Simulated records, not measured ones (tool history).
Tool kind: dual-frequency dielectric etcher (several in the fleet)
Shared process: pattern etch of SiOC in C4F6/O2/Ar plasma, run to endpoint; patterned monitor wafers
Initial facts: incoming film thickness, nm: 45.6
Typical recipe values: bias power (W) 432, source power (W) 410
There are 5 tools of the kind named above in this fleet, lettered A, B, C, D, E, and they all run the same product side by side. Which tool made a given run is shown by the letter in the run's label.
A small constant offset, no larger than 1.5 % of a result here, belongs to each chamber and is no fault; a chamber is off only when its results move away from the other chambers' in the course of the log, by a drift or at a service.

run 1A hour=7.6 | bias_power_(W)=432 source_power_(W)=410 | endpoint_time_(s)=16.118
run 2E hour=15.8 | bias_power_(W)=432 source_power_(W)=410 | endpoint_time_(s)=15.855
run 3B hour=25.5 | bias_power_(W)=432 source_power_(W)=410 | endpoint_time_(s)=16.043
run 4C hour=32.1 | bias_power_(W)=432 source_power_(W)=410 | endpoint_time_(s)=15.918
run 5D hour=41.2 | bias_power_(W)=432 source_power_(W)=410 | endpoint_time_(s)=15.973
run 6B hour=51.7 | bias_power_(W)=490 source_power_(W)=410 | endpoint_time_(s)=15.359
run 7C hour=58.2 | bias_power_(W)=490 source_power_(W)=410 | endpoint_time_(s)=15.213
run 8A hour=66.9 | bias_power_(W)=490 source_power_(W)=410 | endpoint_time_(s)=15.408
run 9D hour=78.1 | bias_power_(W)=490 source_power_(W)=410 | endpoint_time_(s)=15.32
run 10E hour=83.6 | bias_power_(W)=490 source_power_(W)=410 | endpoint_time_(s)=15.177
run 11B hour=94.3 | bias_power_(W)=432 source_power_(W)=410 | endpoint_time_(s)=16.123
run 12E hour=102.4 | bias_power_(W)=432 source_power_(W)=410 | endpoint_time_(s)=15.935
-- hour=102.8 chamber A: wet clean of the chamber
run 13C hour=112.6 | bias_power_(W)=432 source_power_(W)=410 | endpoint_time_(s)=15.907
run 14D hour=121.8 | bias_power_(W)=432 source_power_(W)=410 | endpoint_time_(s)=16.045
run 15A hour=130.3 | bias_power_(W)=432 source_power_(W)=410 | endpoint_time_(s)=16.168
run 16A hour=140.2 | bias_power_(W)=466 source_power_(W)=500 | endpoint_time_(s)=14.64
run 17C hour=149.5 | bias_power_(W)=466 source_power_(W)=500 | endpoint_time_(s)=14.351
run 18B hour=155.6 | bias_power_(W)=466 source_power_(W)=500 | endpoint_time_(s)=14.521
run 19E hour=162.4 | bias_power_(W)=466 source_power_(W)=500 | endpoint_time_(s)=14.321
run 20D hour=170.9 | bias_power_(W)=466 source_power_(W)=500 | endpoint_time_(s)=14.616
run 21E hour=177.4 | bias_power_(W)=534 source_power_(W)=350 | endpoint_time_(s)=15.552
run 22C hour=183.1 | bias_power_(W)=534 source_power_(W)=350 | endpoint_time_(s)=15.638
run 23B hour=189.3 | bias_power_(W)=534 source_power_(W)=350 | endpoint_time_(s)=15.832
run 24A hour=197 | bias_power_(W)=534 source_power_(W)=350 | endpoint_time_(s)=15.842
run 25D hour=204.4 | bias_power_(W)=534 source_power_(W)=350 | endpoint_time_(s)=15.886
run 26B hour=212.7 | bias_power_(W)=432 source_power_(W)=410 | endpoint_time_(s)=16.159
-- hour=212.9 chamber E: wet clean of the chamber
run 27A hour=218.6 | bias_power_(W)=498 source_power_(W)=450 | endpoint_time_(s)=14.801
run 28C hour=227.8 | bias_power_(W)=498 source_power_(W)=450 | endpoint_time_(s)=14.586
run 29E hour=239.5 | bias_power_(W)=498 source_power_(W)=450 | endpoint_time_(s)=15.354
run 30D hour=249.8 | bias_power_(W)=498 source_power_(W)=450 | endpoint_time_(s)=14.727
run 31A hour=258.5 | bias_power_(W)=498 source_power_(W)=450 | endpoint_time_(s)=14.748
-- hour=264 chamber C: wet clean of the chamber
run 32D hour=269.9 | bias_power_(W)=432 source_power_(W)=410 | endpoint_time_(s)=16.188
run 33C hour=276.4 | bias_power_(W)=533 source_power_(W)=460 | endpoint_time_(s)=14.062
run 34B hour=286 | bias_power_(W)=533 source_power_(W)=460 | endpoint_time_(s)=14.186
run 35E hour=293.8 | bias_power_(W)=533 source_power_(W)=460 | endpoint_time_(s)=14.745
run 36A hour=301 | bias_power_(W)=533 source_power_(W)=460 | endpoint_time_(s)=14.312
run 37D hour=307.5 | bias_power_(W)=533 source_power_(W)=460 | endpoint_time_(s)=14.321
run 38C hour=317.1 | bias_power_(W)=393 source_power_(W)=320 | endpoint_time_(s)=17.981
run 39B hour=327.9 | bias_power_(W)=393 source_power_(W)=320 | endpoint_time_(s)=18.262
run 40E hour=336.5 | bias_power_(W)=393 source_power_(W)=320 | endpoint_time_(s)=18.92

Predict what each chamber gives when all 5 of them run the settings below next.
run 41A hour=345 | bias_power_(W)=432 source_power_(W)=410 | endpoint_time_(s)=?
run 41B hour=345 | bias_power_(W)=432 source_power_(W)=410 | endpoint_time_(s)=?
run 41C hour=345 | bias_power_(W)=432 source_power_(W)=410 | endpoint_time_(s)=?
run 41D hour=345 | bias_power_(W)=432 source_power_(W)=410 | endpoint_time_(s)=?
run 41E hour=345 | bias_power_(W)=432 source_power_(W)=410 | endpoint_time_(s)=?

run=41A endpoint_time_(s)=16.169
run=41B endpoint_time_(s)=16.218
run=41C endpoint_time_(s)=15.813
run=41D endpoint_time_(s)=16.151
run=41E endpoint_time_(s)=16.689

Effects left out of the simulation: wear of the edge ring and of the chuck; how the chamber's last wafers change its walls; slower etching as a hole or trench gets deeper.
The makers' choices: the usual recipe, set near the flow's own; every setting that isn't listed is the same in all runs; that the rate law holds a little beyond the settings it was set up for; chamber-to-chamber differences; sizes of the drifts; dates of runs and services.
